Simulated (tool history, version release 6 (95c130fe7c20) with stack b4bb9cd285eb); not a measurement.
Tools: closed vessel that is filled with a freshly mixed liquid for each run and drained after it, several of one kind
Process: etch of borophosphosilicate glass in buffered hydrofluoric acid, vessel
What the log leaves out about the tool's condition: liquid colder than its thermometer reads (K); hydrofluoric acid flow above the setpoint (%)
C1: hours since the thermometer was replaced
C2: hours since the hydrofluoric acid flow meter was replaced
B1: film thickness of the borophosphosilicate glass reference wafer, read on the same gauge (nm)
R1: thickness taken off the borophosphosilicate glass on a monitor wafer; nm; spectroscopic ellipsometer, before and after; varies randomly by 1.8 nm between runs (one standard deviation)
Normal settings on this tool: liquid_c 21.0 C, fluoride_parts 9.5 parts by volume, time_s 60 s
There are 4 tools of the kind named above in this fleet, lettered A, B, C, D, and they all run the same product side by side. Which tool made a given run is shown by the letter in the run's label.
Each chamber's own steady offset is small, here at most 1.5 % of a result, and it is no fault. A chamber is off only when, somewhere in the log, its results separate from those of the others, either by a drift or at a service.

{"run": "1D", "day": 0.483, "liquid_c": 21.0, "fluoride_parts": 9.5, "time_s": 60, "C1": 1872.8, "C2": 411.4, "B1": 69.973, "R1": 189.89}
{"run": "2B", "day": 1.008, "liquid_c": 21.0, "fluoride_parts": 9.5, "time_s": 60, "C1": 405.5, "C2": 917.3, "B1": 69.986, "R1": 188.27}
{"run": "3C", "day": 1.612, "liquid_c": 21.0, "fluoride_parts": 9.5, "time_s": 60, "C1": 598.3, "C2": 920.6, "B1": 70.0, "R1": 187.68}
{"run": "4A", "day": 2.033, "liquid_c": 21.0, "fluoride_parts": 9.5, "time_s": 60, "C1": 1876.9, "C2": 366.3, "B1": 69.988, "R1": 187.35}
{"run": "5A", "day": 2.525, "liquid_c": 21.0, "fluoride_parts": 11.0, "time_s": 40, "C1": 1888.7, "C2": 378.1, "B1": 69.969, "R1": 108.68}
{"run": "6D", "day": 3.1, "liquid_c": 21.0, "fluoride_parts": 11.0, "time_s": 40, "C1": 1935.6, "C2": 474.2, "B1": 70.006, "R1": 110.12}
{"run": "7B", "day": 3.379, "liquid_c": 21.0, "fluoride_parts": 11.0, "time_s": 40, "C1": 462.4, "C2": 974.2, "B1": 70.015, "R1": 110.8}
{"day": 3.679, "done": "chamber D: hydrofluoric acid flow meter replaced"}
{"run": "8C", "day": 3.842, "liquid_c": 21.0, "fluoride_parts": 11.0, "time_s": 40, "C1": 651.8, "C2": 974.1, "B1": 69.983, "R1": 109.74}
{"run": "9A", "day": 4.442, "liquid_c": 21.0, "fluoride_parts": 9.5, "time_s": 60, "C1": 1934.7, "C2": 424.1, "B1": 70.002, "R1": 185.69}
{"run": "10D", "day": 4.792, "liquid_c": 25.5, "fluoride_parts": 6.0, "time_s": 60, "C1": 1976.2, "C2": 26.7, "B1": 70.002, "R1": 376.08}
{"run": "11B", "day": 5.267, "liquid_c": 25.5, "fluoride_parts": 6.0, "time_s": 60, "C1": 507.7, "C2": 1019.5, "B1": 69.985, "R1": 372.46}
{"run": "12C", "day": 5.762, "liquid_c": 25.5, "fluoride_parts": 6.0, "time_s": 60, "C1": 697.9, "C2": 1020.2, "B1": 70.029, "R1": 370.43}
{"run": "13D", "day": 6.067, "liquid_c": 25.5, "fluoride_parts": 6.0, "time_s": 60, "C1": 2006.8, "C2": 57.3, "B1": 69.997, "R1": 382.06}
{"run": "14C", "day": 6.592, "liquid_c": 19.0, "fluoride_parts": 9.5, "time_s": 90, "C1": 717.8, "C2": 1040.1, "B1": 69.98, "R1": 252.42}
{"run": "15A", "day": 7.121, "liquid_c": 19.0, "fluoride_parts": 9.5, "time_s": 90, "C1": 1999.0, "C2": 488.4, "B1": 69.992, "R1": 239.79}
{"run": "16B", "day": 7.662, "liquid_c": 19.0, "fluoride_parts": 9.5, "time_s": 90, "C1": 565.2, "C2": 1077.0, "B1": 70.003, "R1": 256.74}
{"run": "17B", "day": 7.95, "liquid_c": 19.0, "fluoride_parts": 9.5, "time_s": 90, "C1": 572.1, "C2": 1083.9, "B1": 70.043, "R1": 255.71}
{"run": "18C", "day": 8.242, "liquid_c": 21.0, "fluoride_parts": 9.5, "time_s": 60, "C1": 757.4, "C2": 1079.7, "B1": 70.003, "R1": 187.48}
{"run": "19D", "day": 8.571, "liquid_c": 19.5, "fluoride_parts": 9.5, "time_s": 60, "C1": 2066.9, "C2": 117.4, "B1": 70.003, "R1": 173.17}
{"run": "20A", "day": 9.046, "liquid_c": 19.5, "fluoride_parts": 9.5, "time_s": 60, "C1": 2045.2, "C2": 534.6, "B1": 69.99, "R1": 162.19}
{"run": "21C", "day": 9.325, "liquid_c": 19.5, "fluoride_parts": 9.5, "time_s": 60, "C1": 783.4, "C2": 1105.7, "B1": 70.001, "R1": 170.52}
{"run": "22D", "day": 9.708, "liquid_c": 19.5, "fluoride_parts": 9.5, "time_s": 60, "C1": 2094.2, "C2": 144.7, "B1": 69.976, "R1": 176.35}
{"run": "23B", "day": 10.062, "liquid_c": 21.0, "fluoride_parts": 9.5, "time_s": 60, "C1": 622.8, "C2": 1134.6, "B1": 70.016, "R1": 190.93}
{"run": "24A", "day": 10.654, "liquid_c": 19.0, "fluoride_parts": 9.5, "time_s": 60, "C1": 2083.8, "C2": 573.2, "B1": 69.972, "R1": 155.08}
{"run": "25A", "day": 10.946, "liquid_c": 19.0, "fluoride_parts": 9.5, "time_s": 60, "C1": 2090.8, "C2": 580.2, "B1": 70.033, "R1": 154.84}
{"run": "26D", "day": 11.3, "liquid_c": 19.0, "fluoride_parts": 9.5, "time_s": 60, "C1": 2132.4, "C2": 182.9, "B1": 70.011, "R1": 169.17}
{"run": "27C", "day": 11.733, "liquid_c": 19.0, "fluoride_parts": 9.5, "time_s": 60, "C1": 841.2, "C2": 1163.5, "B1": 70.02, "R1": 163.02}
{"run": "28B", "day": 12.092, "liquid_c": 21.0, "fluoride_parts": 9.5, "time_s": 60, "C1": 671.5, "C2": 1183.3, "B1": 70.012, "R1": 189.93}
{"run": "29D", "day": 12.471, "liquid_c": 21.0, "fluoride_parts": 9.5, "time_s": 60, "C1": 2160.5, "C2": 211.0, "B1": 70.013, "R1": 190.24}
{"run": "30B", "day": 12.775, "liquid_c": 21.0, "fluoride_parts": 9.5, "time_s": 80, "C1": 687.9, "C2": 1199.7, "B1": 69.994, "R1": 254.86}
{"run": "31C", "day": 13.054, "liquid_c": 21.0, "fluoride_parts": 9.5, "time_s": 80, "C1": 872.9, "C2": 1195.2, "B1": 69.977, "R1": 247.68}
{"run": "32A", "day": 13.388, "liquid_c": 21.0, "fluoride_parts": 9.5, "time_s": 80, "C1": 2149.4, "C2": 638.8, "B1": 69.983, "R1": 226.25}
{"run": "33D", "day": 13.817, "liquid_c": 21.0, "fluoride_parts": 9.5, "time_s": 80, "C1": 2192.8, "C2": 243.3, "B1": 69.996, "R1": 248.19}
{"run": "34B", "day": 14.404, "liquid_c": 24.0, "fluoride_parts": 9.5, "time_s": 80, "C1": 727.0, "C2": 1238.8, "B1": 69.987, "R1": 294.21}
{"run": "35A", "day": 15.033, "liquid_c": 24.0, "fluoride_parts": 9.5, "time_s": 80, "C1": 2188.9, "C2": 678.3, "B1": 69.995, "R1": 264.17}

Predict what each chamber gives when all 4 of them run the settings below next.
{"run": "36A", "day": 15.492, "liquid_c": 21.0, "fluoride_parts": 9.5, "time_s": 35, "R1": "?"}
{"run": "36B", "day": 15.492, "liquid_c": 21.0, "fluoride_parts": 9.5, "time_s": 35, "R1": "?"}
{"run": "36C", "day": 15.492, "liquid_c": 21.0, "fluoride_parts": 9.5, "time_s": 35, "R1": "?"}
{"run": "36D", "day": 15.492, "liquid_c": 21.0, "fluoride_parts": 9.5, "time_s": 35, "R1": "?"}

run=36A R1=98.373
run=36B R1=110.310
run=36C R1=109.040
run=36D R1=109.720

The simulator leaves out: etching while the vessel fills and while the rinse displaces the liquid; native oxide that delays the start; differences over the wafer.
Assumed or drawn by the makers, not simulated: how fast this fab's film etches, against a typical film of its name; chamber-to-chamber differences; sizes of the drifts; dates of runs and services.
